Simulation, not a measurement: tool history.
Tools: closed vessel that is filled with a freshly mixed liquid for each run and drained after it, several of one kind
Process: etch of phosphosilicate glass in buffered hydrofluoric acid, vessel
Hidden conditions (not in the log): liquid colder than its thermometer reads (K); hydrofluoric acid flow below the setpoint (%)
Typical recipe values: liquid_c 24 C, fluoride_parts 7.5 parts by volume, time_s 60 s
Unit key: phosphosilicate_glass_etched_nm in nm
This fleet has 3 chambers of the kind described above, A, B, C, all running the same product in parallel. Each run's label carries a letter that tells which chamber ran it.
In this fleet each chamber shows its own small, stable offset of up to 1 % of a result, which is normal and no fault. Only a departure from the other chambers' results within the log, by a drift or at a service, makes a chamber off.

run,hour,liquid_c,fluoride_parts,time_s,hours since the thermometer was replaced,hours since the hydrofluoric acid flow meter was replaced,"read-back film thickness of the phosphosilicate glass reference wafer, read on the same gauge (nm)",phosphosilicate_glass_etched_nm
1C,7.9,24,7.5,60,1293.6,828.2,39.988,610.07
2A,16,24,7.5,60,985.6,824.7,40.012,596.58
3B,21.7,24,7.5,60,45.8,678.9,39.975,607.24
4C,28.3,24,7.5,60,1314,848.6,39.976,605.83
5A,34.4,24,7.5,60,1004,843.1,39.991,597.56
6B,38.8,24,7.5,60,62.9,696,39.963,606.52
7A,45.2,27.5,7.5,60,1014.8,853.9,39.982,736.27
8B,50.1,27.5,7.5,60,74.2,707.3,40.009,734.71
# hour 56.8: chamber A: hydrofluoric acid flow meter replaced
9C,58,27.5,7.5,60,1343.7,878.3,39.988,729.94
10B,64.2,21.5,5,60,88.3,721.4,40.013,756.23
11C,72.6,21.5,5,60,1358.3,892.9,39.973,759.37
12A,80.8,21.5,5,60,1050.4,24.1,39.955,747.47
13A,89.2,24,7.5,60,1058.8,32.5,40.009,602.13
14B,95.7,24,7.5,60,119.8,752.9,39.999,598.66
15C,102.2,24,7.5,60,1387.9,922.5,40.042,591.42
16C,107.5,24,7.5,60,1393.2,927.8,39.99,587.26
17B,116.3,24,7.5,60,140.4,773.5,40.019,603.51
18A,120.9,24,7.5,60,1090.5,64.2,39.993,600.64
19B,127.6,24,7.5,60,151.7,784.8,40.008,611.93
20C,132,24,7.5,60,1417.7,952.3,40.026,585.03
21A,137.6,24,7.5,60,1107.2,80.9,40.037,613.63
22B,146.4,24,7.5,60,170.5,803.6,40,600.06
23A,150.7,24,7.5,60,1120.3,94,40.001,601.1
24C,157.9,24,7.5,60,1443.6,978.2,39.983,580.9
25C,166.3,20,7.5,60,1452,986.6,40.001,457.05
26B,170.7,20,7.5,60,194.8,827.9,40.024,487.38
27A,176.2,20,7.5,60,1145.8,119.5,39.991,487.24
28A,180.4,24,7.5,60,1150,123.7,40.001,611.08
29B,187.3,24,5,40,211.4,844.5,40.007,572.84
30C,194.7,24,5,40,1480.4,1015,39.976,550
31B,202.6,24,5,40,226.7,859.8,39.974,581.48
32A,207.3,24,7.5,60,1176.9,150.6,40.004,606.43
33C,213.9,24,7.5,60,1499.6,1034.2,39.972,561.22
34C,220.2,24,7.5,60,1505.9,1040.5,40.045,565.59
35A,226.5,24,7.5,60,1196.1,169.8,39.982,609.91
36B,234.9,24,7.5,60,259,892.1,40.005,604.86
37C,241.3,24,9.5,60,1527,1061.6,39.996,449.04
38B,249.6,24,9.5,60,273.7,906.8,40.014,480.26

The same settings go to every chamber for the next run, one line per chamber below. Forecast the results for each:
39A,255.9,24,7.5,60,,,,?
39B,255.9,24,7.5,60,,,,?
39C,255.9,24,7.5,60,,,,?

run,phosphosilicate_glass_etched_nm
39A,605.56
39B,608.7
39C,551.05

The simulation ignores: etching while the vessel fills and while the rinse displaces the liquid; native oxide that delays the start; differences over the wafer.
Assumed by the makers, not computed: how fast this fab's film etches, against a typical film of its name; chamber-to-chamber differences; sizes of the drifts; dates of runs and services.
